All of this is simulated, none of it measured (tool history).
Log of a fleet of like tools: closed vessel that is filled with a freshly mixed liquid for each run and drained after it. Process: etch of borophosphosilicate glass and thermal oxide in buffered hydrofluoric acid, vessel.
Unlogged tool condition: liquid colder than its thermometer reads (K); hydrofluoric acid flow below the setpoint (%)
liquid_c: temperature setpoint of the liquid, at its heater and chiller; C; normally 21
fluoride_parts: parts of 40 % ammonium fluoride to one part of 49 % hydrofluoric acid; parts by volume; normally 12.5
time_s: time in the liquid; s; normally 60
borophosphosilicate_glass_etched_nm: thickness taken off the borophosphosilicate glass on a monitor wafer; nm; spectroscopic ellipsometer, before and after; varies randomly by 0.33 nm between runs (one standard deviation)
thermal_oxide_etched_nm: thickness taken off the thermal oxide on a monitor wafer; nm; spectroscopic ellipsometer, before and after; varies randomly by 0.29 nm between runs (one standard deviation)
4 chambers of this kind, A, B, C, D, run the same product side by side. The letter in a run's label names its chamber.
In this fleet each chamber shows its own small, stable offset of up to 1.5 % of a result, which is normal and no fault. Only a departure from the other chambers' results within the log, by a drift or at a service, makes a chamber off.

run   hour  liquid_c  fluoride_parts  time_s  hours since the thermometer was replaced  hours since the hydrofluoric acid flow meter was replaced  read-back film thickness of the borophosphosilicate glass reference wafer, read on the same gauge (nm)  read-back film thickness of the thermal oxide reference wafer, read on the same gauge (nm)  borophosphosilicate_glass_etched_nm  thermal_oxide_etched_nm
 1C   13.1        21            12.5      60                                     237.5                                                       1248                                                                                                  69.994                                                                                      29.975                               74.837                   46.699
 2A   27.8        21            12.5      60                                     218.5                                                     1021.1                                                                                                  70.001                                                                                      30.004                               75.621                   46.499
 3D   37.7        21            12.5      60                                    2211.6                                                      475.9                                                                                                  69.992                                                                                      29.998                               74.824                   47.189
      42.2  -- chamber D: hydrofluoric acid flow meter replaced
 4B   47.9        21            12.5      60                                     264.4                                                      304.1                                                                                                  69.994                                                                                      29.982                               74.613                   47.203
 5C   54.4        21            12.5      60                                     278.8                                                     1289.3                                                                                                  69.999                                                                                      30.015                               74.962                   45.995
 6A   67.5        21            12.5      60                                     258.2                                                     1060.8                                                                                                  69.984                                                                                      30.006                               75.721                   46.962
      72.2  -- chamber D: thermometer replaced
 7B   82.4        21            12.5      60                                     298.9                                                      338.6                                                                                                  69.998                                                                                          30                                75.39                    46.63
 8D   96.9        21            12.5      60                                      24.7                                                       54.7                                                                                                  69.993                                                                                      29.989                               74.709                   47.126
 9D    111        21            12.5      60                                      38.8                                                       68.8                                                                                                  69.975                                                                                      29.985                               75.779                   47.423
10B  119.2        21            12.5      60                                     335.7                                                      375.4                                                                                                  70.009                                                                                      29.999                                75.19                   47.749
11C  126.1        21            12.5      60                                     350.5                                                       1361                                                                                                  70.003                                                                                      29.985                               75.711                     46.4
12A  134.5        21            12.5      30                                     325.2                                                     1127.8                                                                                                  69.993                                                                                      29.993                                37.79                   23.584
13D  144.8        21            12.5      30                                      72.6                                                      102.6                                                                                                  69.997                                                                                      29.983                               37.773                   23.515
14A  152.6        21            12.5      30                                     343.3                                                     1145.9                                                                                                  70.012                                                                                      30.015                               37.715                   23.502
15C  161.3        21            12.5      30                                     385.7                                                     1396.2                                                                                                  69.995                                                                                      30.004                               37.538                   23.216
16B  168.5        21            12.5      60                                       385                                                      424.7                                                                                                  69.998                                                                                      29.999                               74.886                   46.942
17D  175.8        21            12.5      60                                     103.6                                                      133.6                                                                                                  69.994                                                                                      30.013                               75.366                   47.099
18B  190.6        21             9.5      70                                     407.1                                                      446.8                                                                                                  70.005                                                                                       30.03                               113.37                   71.163
19C  197.2        21             9.5      70                                     421.6                                                     1432.1                                                                                                  69.977                                                                                      29.978                               113.73                   70.219
20A  210.6        21             9.5      70                                     401.3                                                     1203.9                                                                                                  70.002                                                                                      30.016                               113.03                    70.75
21A  217.6        21             9.5      70                                     408.3                                                     1210.9                                                                                                  69.988                                                                                      29.995                               112.88                   70.649
22B  230.7        21            12.5      60                                     447.2                                                      486.9                                                                                                  69.994                                                                                      29.994                               74.538                   46.964
23C  242.3        21            12.5      60                                     466.7                                                     1477.2                                                                                                   69.99                                                                                      29.986                               75.006                   46.461
24D    256        21            12.5      60                                     183.8                                                      213.8                                                                                                  69.972                                                                                      30.013                               75.722                   47.053
25B  262.8        21            12.5      60                                     479.3                                                        519                                                                                                  70.003                                                                                      30.005                               74.873                   47.404
26C    275        17            12.5      95                                     499.4                                                     1509.9                                                                                                  69.981                                                                                      30.005                               95.192                   58.922
27D  285.2        17            12.5      95                                       213                                                        243                                                                                                  70.001                                                                                      30.031                               95.811                   59.478
28A  292.1        17            12.5      95                                     482.8                                                     1285.4                                                                                                  70.027                                                                                      29.992                               95.813                   59.718
29C  300.8        17            12.5      95                                     525.2                                                     1535.7                                                                                                  70.001                                                                                       30.02                               95.747                   58.564
30B  307.7        21            12.5      60                                     524.2                                                      563.9                                                                                                  70.006                                                                                      30.014                               75.157                   47.133
31D  315.5        21            12.5      60                                     243.3                                                      273.3                                                                                                  70.007                                                                                      29.993                               75.629                    47.19

Predict what each chamber gives when all 4 of them run the settings below next.
32A  326.3        21            12.5      60                                                                                                                                                                                                                                                                                                                                             ?                        ?
32B  326.3        21            12.5      60                                                                                                                                                                                                                                                                                                                                             ?                        ?
32C  326.3        21            12.5      60                                                                                                                                                                                                                                                                                                                                             ?                        ?
32D  326.3        21            12.5      60                                                                                                                                                                                                                                                                                                                                             ?                        ?

run  borophosphosilicate_glass_etched_nm  thermal_oxide_etched_nm
32A                               76.031                   47.284
32B                               74.885                   47.083
32C                               74.937                   46.281
32D                                75.07                    46.62
